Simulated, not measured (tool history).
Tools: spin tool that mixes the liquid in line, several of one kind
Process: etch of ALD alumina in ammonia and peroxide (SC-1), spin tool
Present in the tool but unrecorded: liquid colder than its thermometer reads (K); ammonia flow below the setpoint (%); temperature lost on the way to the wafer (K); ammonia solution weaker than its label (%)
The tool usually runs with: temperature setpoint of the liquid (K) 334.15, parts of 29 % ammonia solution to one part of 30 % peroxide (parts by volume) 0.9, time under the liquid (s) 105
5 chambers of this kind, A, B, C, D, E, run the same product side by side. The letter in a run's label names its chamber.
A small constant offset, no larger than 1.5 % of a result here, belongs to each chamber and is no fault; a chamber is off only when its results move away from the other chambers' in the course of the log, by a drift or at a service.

run	day	temperature setpoint of the liquid (K)	parts of 29 % ammonia solution to one part of 30 % peroxide (parts by volume)	time under the liquid (s)	hours since the thermometer was replaced	hours since the ammonia flow meter was replaced	hours since the heated supply line was repaired	hours since the drum of ammonia solution was connected	read-back film thickness of the ALD alumina reference wafer, read on the same gauge (nm)	thickness taken off the ALD alumina on a monitor wafer (angstrom)
# day 0.108: chamber E: new drum of ammonia solution connected
1D	0.317	334.15	0.9	105	520.3	254.5	2168.9	595.0	119.99	95.384
2E	0.662	334.15	0.9	105	377.4	1357.4	513.8	13.3	119.98	96.878
3B	0.992	334.15	0.9	105	484.2	348.2	233.1	389.1	119.99	96.206
# day 1.142: chamber A: new drum of ammonia solution connected
4A	1.229	334.15	0.9	105	1151.7	955.7	448.9	2.1	120.01	96.227
5C	1.433	334.15	0.9	105	360.2	40.2	589.2	1262.1	119.96	96.647
6B	1.754	334.15	0.9	105	502.5	366.5	251.4	407.4	120.02	96.530
7A	2.012	334.15	0.9	105	1170.5	974.5	467.7	20.9	119.98	95.528
8D	2.254	339.65	0.9	75	566.8	301.0	2215.4	641.5	120.02	89.288
9E	2.467	339.65	0.9	75	420.7	1400.7	557.1	56.6	120.03	91.255
10C	2.775	339.65	0.9	75	392.4	72.4	621.4	1294.3	120.00	90.477
11A	3.125	339.65	0.9	75	1197.2	1001.2	494.4	47.6	119.96	91.212
# day 3.296: chamber E: ammonia flow meter replaced
12D	3.446	339.65	0.9	75	595.4	329.6	2244.0	670.1	120.06	89.315
13B	3.733	334.15	0.9	105	550.0	414.0	298.9	454.9	119.99	96.450
# day 3.829: chamber C: new drum of ammonia solution connected
14E	4.046	334.15	0.9	105	458.6	18.1	595.0	94.5	120.01	96.777
15C	4.254	334.15	0.9	105	427.9	107.9	656.9	10.2	119.93	96.382
16A	4.500	334.15	0.9	105	1230.2	1034.2	527.4	80.6	120.01	96.470
17B	4.825	334.15	0.9	105	576.2	440.2	325.1	481.1	120.03	96.394
18C	5.188	334.15	0.9	105	450.3	130.3	679.3	32.6	119.97	95.996
19D	5.496	334.15	0.9	105	644.6	378.8	2293.2	719.3	119.99	93.906
20E	5.712	331.15	0.9	105	498.6	58.1	635.0	134.5	119.97	83.576
21B	5.971	331.15	0.9	105	603.7	467.7	352.6	508.6	119.96	82.795
22E	6.208	331.15	0.9	105	510.5	70.0	646.9	146.4	120.02	82.800
23A	6.529	331.15	0.9	105	1278.9	1082.9	576.1	129.3	119.99	82.875
24C	6.817	331.15	0.9	105	489.4	169.4	718.4	71.7	119.93	82.093
25D	7.138	334.15	0.9	105	684.0	418.2	2332.6	758.7	120.01	93.396
26D	7.312	334.15	0.9	105	688.2	422.4	2336.8	762.9	120.01	92.956
# day 7.471: chamber B: new drum of ammonia solution connected
27A	7.662	334.15	0.9	105	1306.1	1110.1	603.3	156.5	120.02	96.090
28C	7.950	334.15	0.9	105	516.6	196.6	745.6	98.9	120.00	95.423
29E	8.312	334.15	0.9	105	561.0	120.5	697.4	196.9	120.03	97.359
30B	8.567	334.15	0.9	105	666.0	530.0	414.9	26.3	120.02	96.062
31E	8.912	334.15	0.9	105	575.4	134.9	711.8	211.3	120.01	96.624

What goes on in this fleet: one chamber off, a drifting gauge, or nothing beyond the chambers' own small offsets? Name the chamber and the cause, if any.

It is chamber D that slowly wanders off from its peers.
Most likely cause: temperature lost on the way to the wafer (K) = 0.713.
From this log alone, it may not be told apart from: liquid colder than its thermometer reads (K).

Which of the 4 candidates below, each the usual settings with something changed and its results left as question marks, puts chamber D back in line with what the other chambers give on the usual settings?
To be in line, a result may differ from the other chambers' mean on the usual settings by at most: thickness taken off the ALD alumina on a monitor wafer (angstrom) 1.200
32D-1	9.183	335.65	0.90	105						?
32D-2	9.183	334.15	0.55	105						?
32D-3	9.183	334.15	0.90	110						?
32D-4	9.183	332.65	0.90	105						?

Other chambers, usual settings, mean: thickness taken off the ALD alumina on a monitor wafer (angstrom) 96.571
run	thickness taken off the ALD alumina on a monitor wafer (angstrom)
32D-1	99.503
32D-2	88.150
32D-3	96.718
32D-4	85.550
With 32D-3, the chamber falls back in line with the rest.
